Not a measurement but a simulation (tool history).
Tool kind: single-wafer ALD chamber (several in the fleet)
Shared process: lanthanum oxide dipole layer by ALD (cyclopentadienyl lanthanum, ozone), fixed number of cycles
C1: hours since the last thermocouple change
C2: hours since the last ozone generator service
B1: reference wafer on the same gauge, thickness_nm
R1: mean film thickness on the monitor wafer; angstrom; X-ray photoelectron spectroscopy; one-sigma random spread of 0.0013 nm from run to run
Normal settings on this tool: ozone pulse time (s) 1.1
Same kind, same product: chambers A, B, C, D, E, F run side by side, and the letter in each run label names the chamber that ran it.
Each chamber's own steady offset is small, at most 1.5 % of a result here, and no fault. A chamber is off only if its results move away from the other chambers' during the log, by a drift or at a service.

Run 1D, day 0.6: usual settings; C1 1108.7; C2 675.6; B1 0.42922. Result: R1 5.116 angstrom.
At day 0.971: chamber F: ozone generator serviced.
Run 2E, day 1.271: usual settings; C1 670.5; C2 738.7; B1 0.42904. Result: R1 5.1179 angstrom.
At day 1.667: chamber B: thermocouple changed; heater temperature recalibrated.
Run 3C, day 1.8: usual settings; C1 779.7; C2 1106.1; B1 0.42891. Result: R1 5.1408 angstrom.
Run 4B, day 2.408: usual settings; C1 17.8; C2 385.6; B1 0.42921. Result: R1 5.1456 angstrom.
Run 5F, day 2.962: usual settings; C1 886.8; C2 47.9; B1 0.42883. Result: R1 5.183 angstrom.
At day 3.162: chamber A: ozone generator serviced.
Run 6A, day 3.283: usual settings; C1 281; C2 2.9; B1 0.42909. Result: R1 5.1511 angstrom.
Run 7C, day 3.888: usual settings; C1 829.8; C2 1156.2; B1 0.42912. Result: R1 5.1513 angstrom.
At day 4.021: chamber C: ozone generator serviced.
Run 8D, day 4.442: usual settings; C1 1200.9; C2 767.8; B1 0.42895. Result: R1 5.1498 angstrom.
Run 9F, day 5.067: usual settings; C1 937.3; C2 98.4; B1 0.42882. Result: R1 5.1957 angstrom.
Run 10A, day 5.604: usual settings; C1 336.7; C2 58.6; B1 0.42898. Result: R1 5.1694 angstrom.
Run 11B, day 6.008: usual settings; C1 104.2; C2 472; B1 0.42902. Result: R1 5.1258 angstrom.
Run 12E, day 6.438: usual settings but ozone pulse time (s) 0.92; C1 794.5; C2 862.7; B1 0.42913. Result: R1 4.8545 angstrom.
Run 13C, day 6.875: usual settings but ozone pulse time (s) 0.92; C1 901.5; C2 68.5; B1 0.42896. Result: R1 4.8656 angstrom.
Run 14D, day 7.35: usual settings but ozone pulse time (s) 0.92; C1 1270.7; C2 837.6; B1 0.4292. Result: R1 4.8484 angstrom.
Run 15F, day 7.808: usual settings but ozone pulse time (s) 0.92; C1 1003.1; C2 164.2; B1 0.42924. Result: R1 4.9333 angstrom.
Run 16A, day 8.379: usual settings but ozone pulse time (s) 0.92; C1 403.3; C2 125.2; B1 0.42904. Result: R1 4.879 angstrom.
Run 17B, day 8.704: usual settings but ozone pulse time (s) 0.92; C1 168.9; C2 536.7; B1 0.42931. Result: R1 4.8353 angstrom.
At day 9.062: chamber C: thermocouple changed; heater temperature recalibrated.
Run 18E, day 9.254: usual settings; C1 862.1; C2 930.3; B1 0.42904. Result: R1 5.1266 angstrom.
Run 19E, day 9.671: usual settings; C1 872.1; C2 940.3; B1 0.42914. Result: R1 5.1206 angstrom.
Run 20A, day 10.004: usual settings; C1 442.3; C2 164.2; B1 0.42892. Result: R1 5.1344 angstrom.
At day 10.192: chamber D: thermocouple changed; heater temperature recalibrated.
Run 21F, day 10.342: usual settings; C1 1063.9; C2 225; B1 0.42881. Result: R1 5.2064 angstrom.
Run 22B, day 10.642: usual settings; C1 215.4; C2 583.2; B1 0.42904. Result: R1 5.0916 angstrom.
Run 23D, day 11.183: usual settings; C1 23.9; C2 929.6; B1 0.42893. Result: R1 5.1315 angstrom.
Run 24C, day 11.658: usual settings but ozone pulse time (s) 1.36; C1 62.4; C2 183.3; B1 0.42897. Result: R1 5.4346 angstrom.
Run 25F, day 11.979: usual settings but ozone pulse time (s) 1.36; C1 1103.2; C2 264.3; B1 0.4288. Result: R1 5.4517 angstrom.
At day 12.3: chamber F: thermocouple changed; heater temperature recalibrated.
Run 26B, day 12.575: usual settings but ozone pulse time (s) 1.36; C1 261.8; C2 629.6; B1 0.42921. Result: R1 5.3631 angstrom.
Run 27C, day 12.929: usual settings but ozone pulse time (s) 1.36; C1 92.9; C2 213.8; B1 0.42911. Result: R1 5.3997 angstrom.
Run 28A, day 13.396: usual settings but ozone pulse time (s) 1.36; C1 523.7; C2 245.6; B1 0.42911. Result: R1 5.4091 angstrom.
Run 29E, day 13.812: usual settings but ozone pulse time (s) 1.36; C1 971.5; C2 1039.7; B1 0.42883. Result: R1 5.4115 angstrom.
Run 30D, day 14.496: usual settings; C1 103.4; C2 1009.1; B1 0.429. Result: R1 5.1305 angstrom.
Run 31B, day 14.833: usual settings; C1 316; C2 683.8; B1 0.42918. Result: R1 5.0753 angstrom.
Run 32F, day 15.25: usual settings; C1 70.9; C2 342.8; B1 0.42919. Result: R1 5.2015 angstrom.
Run 33E, day 15.7: usual settings; C1 1016.8; C2 1085; B1 0.42897. Result: R1 5.1336 angstrom.
Run 34D, day 16.008: usual settings; C1 139.7; C2 1045.4; B1 0.42899. Result: R1 5.111 angstrom.
Run 35A, day 16.667: usual settings; C1 602.2; C2 324.1; B1 0.42896. Result: R1 5.1541 angstrom.
Run 36C, day 17.338: usual settings; C1 198.7; C2 319.6; B1 0.42917. Result: R1 5.174 angstrom.
Run 37B, day 17.975: usual settings; C1 391.4; C2 759.2; B1 0.42903. Result: R1 5.0678 angstrom.
Run 38C, day 18.446: usual settings; C1 225.3; C2 346.2; B1 0.42913. Result: R1 5.1275 angstrom.
Run 39A, day 19.121: usual settings; C1 661.1; C2 383; B1 0.429. Result: R1 5.1548 angstrom.
Run 40E, day 19.504: usual settings but ozone pulse time (s) 1.32; C1 1108.1; C2 1176.3; B1 0.4286. Result: R1 5.3671 angstrom.
Run 41F, day 20.046: usual settings but ozone pulse time (s) 1.32; C1 186; C2 457.9; B1 0.42936. Result: R1 5.4188 angstrom.

The same settings go to every chamber for the next run, one line per chamber below. Forecast the results for each:
Run 42A, day 20.533: usual settings. Result: R1 ?.
Run 42B, day 20.533: usual settings. Result: R1 ?.
Run 42C, day 20.533: usual settings. Result: R1 ?.
Run 42D, day 20.533: usual settings. Result: R1 ?.
Run 42E, day 20.533: usual settings. Result: R1 ?.
Run 42F, day 20.533: usual settings. Result: R1 ?.

run      R1
42A  5.1625
42B  5.0513
42C  5.1338
42D  5.1447
42E  5.1143
42F  5.1904

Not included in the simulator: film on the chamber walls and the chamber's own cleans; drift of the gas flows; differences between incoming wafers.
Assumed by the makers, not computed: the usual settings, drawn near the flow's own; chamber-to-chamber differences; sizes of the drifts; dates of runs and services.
